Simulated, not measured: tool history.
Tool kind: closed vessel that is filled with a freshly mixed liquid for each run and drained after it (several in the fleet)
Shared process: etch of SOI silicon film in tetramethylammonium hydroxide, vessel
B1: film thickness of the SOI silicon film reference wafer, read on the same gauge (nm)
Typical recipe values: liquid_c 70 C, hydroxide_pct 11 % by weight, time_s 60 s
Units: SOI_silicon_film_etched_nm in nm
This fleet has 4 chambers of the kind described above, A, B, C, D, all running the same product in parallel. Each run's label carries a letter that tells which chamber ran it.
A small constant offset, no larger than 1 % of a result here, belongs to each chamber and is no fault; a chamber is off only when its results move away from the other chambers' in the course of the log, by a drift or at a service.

Run 1D, hour 2.9: usual settings; B1 90.003. Result: SOI_silicon_film_etched_nm 421.78 nm.
Run 2A, hour 6.6: usual settings; B1 90.022. Result: SOI_silicon_film_etched_nm 419.32 nm.
Run 3B, hour 8.8: usual settings; B1 89.999. Result: SOI_silicon_film_etched_nm 415.76 nm.
Run 4C, hour 13.1: usual settings; B1 89.969. Result: SOI_silicon_film_etched_nm 420.6 nm.
Run 5A, hour 17.3: usual settings; B1 89.996. Result: SOI_silicon_film_etched_nm 426.04 nm.
Run 6D, hour 19.5: usual settings; B1 90.02. Result: SOI_silicon_film_etched_nm 417.47 nm.
Run 7B, hour 22.2: usual settings but time_s 45 s; B1 90.015. Result: SOI_silicon_film_etched_nm 318.56 nm.
Run 8C, hour 26.4: usual settings but time_s 45 s; B1 90.021. Result: SOI_silicon_film_etched_nm 324.87 nm.
Run 9D, hour 29.6: usual settings but time_s 45 s; B1 89.983. Result: SOI_silicon_film_etched_nm 311.63 nm.
Run 10A, hour 32: usual settings but time_s 45 s; B1 89.993. Result: SOI_silicon_film_etched_nm 319.7 nm.
Run 11C, hour 34.4: usual settings; B1 90.012. Result: SOI_silicon_film_etched_nm 439.13 nm.
Run 12B, hour 38.9: usual settings but liquid_c 65.5 C, time_s 45 s; B1 89.973. Result: SOI_silicon_film_etched_nm 242.46 nm.
Run 13B, hour 41: usual settings but liquid_c 65.5 C, time_s 45 s; B1 90.018. Result: SOI_silicon_film_etched_nm 242.57 nm.
Run 14A, hour 44.2: usual settings but liquid_c 65.5 C, time_s 45 s; B1 89.981. Result: SOI_silicon_film_etched_nm 243.74 nm.
Run 15D, hour 47.2: usual settings but liquid_c 65.5 C, time_s 45 s; B1 90.003. Result: SOI_silicon_film_etched_nm 244.2 nm.
Run 16C, hour 49.4: usual settings but liquid_c 67.5 C, hydroxide_pct 13 % by weight; B1 90.016. Result: SOI_silicon_film_etched_nm 355.54 nm.
Run 17A, hour 52.1: usual settings but liquid_c 67.5 C, hydroxide_pct 13 % by weight; B1 90.02. Result: SOI_silicon_film_etched_nm 341.34 nm.
Run 18D, hour 54.8: usual settings but liquid_c 67.5 C, hydroxide_pct 13 % by weight; B1 90.012. Result: SOI_silicon_film_etched_nm 341.66 nm.
Run 19B, hour 57.3: usual settings but liquid_c 67.5 C, hydroxide_pct 13 % by weight; B1 90.006. Result: SOI_silicon_film_etched_nm 336.96 nm.
Run 20C, hour 60.7: usual settings; B1 89.994. Result: SOI_silicon_film_etched_nm 447.38 nm.
Run 21B, hour 65.2: usual settings; B1 90.029. Result: SOI_silicon_film_etched_nm 426.55 nm.
Run 22C, hour 67.9: usual settings; B1 90.023. Result: SOI_silicon_film_etched_nm 450.86 nm.
Run 23A, hour 70.9: usual settings; B1 90.009. Result: SOI_silicon_film_etched_nm 423.57 nm.
Run 24D, hour 75.6: usual settings; B1 89.99. Result: SOI_silicon_film_etched_nm 422.86 nm.
Run 25A, hour 78.5: usual settings but hydroxide_pct 12.5 % by weight, time_s 85 s; B1 90.006. Result: SOI_silicon_film_etched_nm 568.13 nm.
Run 26D, hour 82.2: usual settings but hydroxide_pct 12.5 % by weight, time_s 85 s; B1 90.013. Result: SOI_silicon_film_etched_nm 567.28 nm.

All chambers now run identical settings, listed one chamber a line with results as question marks. What results will each chamber show?
Run 27A, hour 85.8: usual settings. Result: SOI_silicon_film_etched_nm ?.
Run 27B, hour 85.8: usual settings. Result: SOI_silicon_film_etched_nm ?.
Run 27C, hour 85.8: usual settings. Result: SOI_silicon_film_etched_nm ?.
Run 27D, hour 85.8: usual settings. Result: SOI_silicon_film_etched_nm ?.

run  SOI_silicon_film_etched_nm
27A                      424.49
27B                      424.89
27C                      463.37
27D                      420.38

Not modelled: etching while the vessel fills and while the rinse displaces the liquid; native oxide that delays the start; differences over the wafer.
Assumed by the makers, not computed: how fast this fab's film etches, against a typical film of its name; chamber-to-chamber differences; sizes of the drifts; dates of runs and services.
